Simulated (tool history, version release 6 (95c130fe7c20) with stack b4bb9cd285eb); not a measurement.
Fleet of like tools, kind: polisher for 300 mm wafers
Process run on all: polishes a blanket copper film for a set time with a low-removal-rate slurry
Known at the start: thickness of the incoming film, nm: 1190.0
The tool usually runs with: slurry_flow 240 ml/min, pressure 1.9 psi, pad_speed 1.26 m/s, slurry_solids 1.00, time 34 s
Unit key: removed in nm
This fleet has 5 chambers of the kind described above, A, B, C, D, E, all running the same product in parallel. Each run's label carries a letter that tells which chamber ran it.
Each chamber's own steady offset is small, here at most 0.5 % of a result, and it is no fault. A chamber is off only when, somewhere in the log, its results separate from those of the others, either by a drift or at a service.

run	hour	slurry_flow	pressure	pad_speed	slurry_solids	time	wafers polished on this pad	hours since the slurry nozzle was cleaned	hours since the head pressure was calibrated	hours since the slurry blender was calibrated	removed
1E	4.5	240	1.9	1.26	1.00	34	566	352.5	619.8	377.3	89.056
# hour 6.9: chamber C: worn pad replaced by a new one
2C	11.8	240	1.9	1.26	1.00	34	72	672.8	194.6	179.7	89.714
# hour 12.3: chamber E: worn pad replaced by a new one
3D	16.3	240	1.9	1.26	1.00	34	387	364.7	1057.9	42.7	88.391
# hour 20.6: chamber B: slurry blender recalibrated
4B	20.7	240	1.9	1.26	1.00	34	460	284.7	907.4	0.1	90.051
# hour 27.3: chamber D: slurry nozzle cleaned
5A	28.4	240	1.9	1.26	1.00	34	715	536.4	142.1	250.1	87.393
6B	34.3	240	1.9	1.26	1.00	34	660	298.3	921.0	13.7	89.107
7D	39.8	240	1.9	1.26	1.00	34	732	12.6	1081.4	66.2	88.250
# hour 48.0: chamber E: worn pad replaced by a new one
8A	49.0	240	1.9	1.26	1.00	34	1018	557.0	162.7	270.7	88.057
# hour 55.7: chamber B: worn pad replaced by a new one
9C	58.0	240	1.9	1.26	1.00	34	752	719.0	240.8	225.9	88.061
# hour 59.5: chamber C: worn pad replaced by a new one
10E	62.8	240	1.9	1.26	1.00	34	218	410.8	678.1	435.6	86.387
11C	67.3	240	1.9	1.26	1.00	34	114	728.3	250.1	235.2	88.728
12B	72.6	240	1.9	1.26	1.00	34	249	336.6	959.3	52.0	88.408
# hour 78.6: chamber E: slurry blender recalibrated
13A	81.3	240	1.9	1.26	1.00	34	1493	589.3	195.0	303.0	87.066
14E	86.4	240	1.9	1.26	1.00	34	565	434.4	701.7	7.9	88.843
# hour 90.3: chamber E: worn pad replaced by a new one
# hour 91.9: chamber D: worn pad replaced by a new one
15D	92.4	240	1.9	1.26	1.00	34	8	65.2	1134.0	118.8	88.935
# hour 98.2: chamber E: head pressure recalibrated
16B	98.9	240	1.9	1.26	1.00	34	635	362.9	985.6	78.3	88.628
17C	104.1	240	1.9	1.26	1.00	34	655	765.1	286.9	272.0	88.435
18A	109.0	240	1.9	1.26	1.00	34	1900	617.0	222.7	330.7	84.545
# hour 111.3: chamber D: head pressure recalibrated
# hour 115.3: chamber C: worn pad replaced by a new one
19E	117.9	240	1.9	1.26	1.00	34	406	465.9	19.8	39.4	89.550
20D	125.2	240	1.9	1.26	1.00	34	490	98.0	13.9	151.6	86.901
21C	132.7	240	1.9	1.26	1.00	34	256	793.7	315.5	300.6	91.201
# hour 133.2: chamber E: worn pad replaced by a new one
# hour 133.7: chamber B: worn pad replaced by a new one
# hour 134.7: chamber A: slurry nozzle cleaned
# hour 135.5: chamber B: slurry blender recalibrated
22A	138.9	240	1.9	1.26	1.00	34	2340	4.2	252.6	360.6	84.292
# hour 144.5: chamber D: slurry blender recalibrated
# hour 146.2: chamber C: slurry blender recalibrated
23B	147.2	240	1.9	1.26	1.00	34	199	411.2	1033.9	11.7	87.128
# hour 147.3: chamber C: slurry nozzle cleaned
24E	153.1	240	1.9	1.26	1.00	34	292	501.1	55.0	74.6	88.792
25D	162.3	240	1.9	1.26	1.00	34	1035	135.1	51.0	17.8	89.414
# hour 168.9: chamber E: worn pad replaced by a new one
26A	169.1	270	1.9	1.26	1.00	34	2784	34.4	282.8	390.8	82.963
27C	174.6	270	1.9	1.26	1.00	34	872	27.4	357.4	28.5	90.666
28E	182.5	270	1.9	1.26	1.00	34	200	530.5	84.4	104.0	90.073
29B	190.4	270	1.9	1.26	1.00	34	835	454.4	1077.1	54.9	91.708
# hour 192.6: chamber D: worn pad replaced by a new one
30D	196.7	270	1.9	1.26	1.00	34	60	169.5	85.4	52.2	88.907
31A	202.6	310	1.9	1.26	0.85	34	3277	67.9	316.3	424.3	79.450

Is one chamber out of step, is the gauge drifting, or do the chambers differ by no more than their own small offsets? For an off chamber, give its letter and the likeliest cause.

Little by little, chamber A moves away from the other chambers.
Likeliest cause: removal rate lost through wear of the pad, % = 10.3.
It could be hard to tell apart here from: head's pressure below its setpoint, %; abrasive missing from the slurry, %.

Here are 4 candidates for chamber A's next run, each the usual settings with a change, their results left as question marks. Which one brings its results back in line with what the others give on the usual settings?
In-line tolerance around the mean of the other chambers on the usual settings: removed 3.300 nm
32A-1	209.2	240	1.9	1.06	0.95	34					?
32A-2	209.2	240	2.0	1.34	1.00	36					?
32A-3	209.2	240	2.1	1.26	1.00	34					?
32A-4	209.2	240	1.9	1.26	0.60	34					?

The other chambers' mean on the usual settings: removed 89.009 nm
run	removed
32A-1	66.268
32A-2	94.666
32A-3	88.168
32A-4	71.596
Change 32A-3 lands the chamber within the allowed miss of the other chambers.
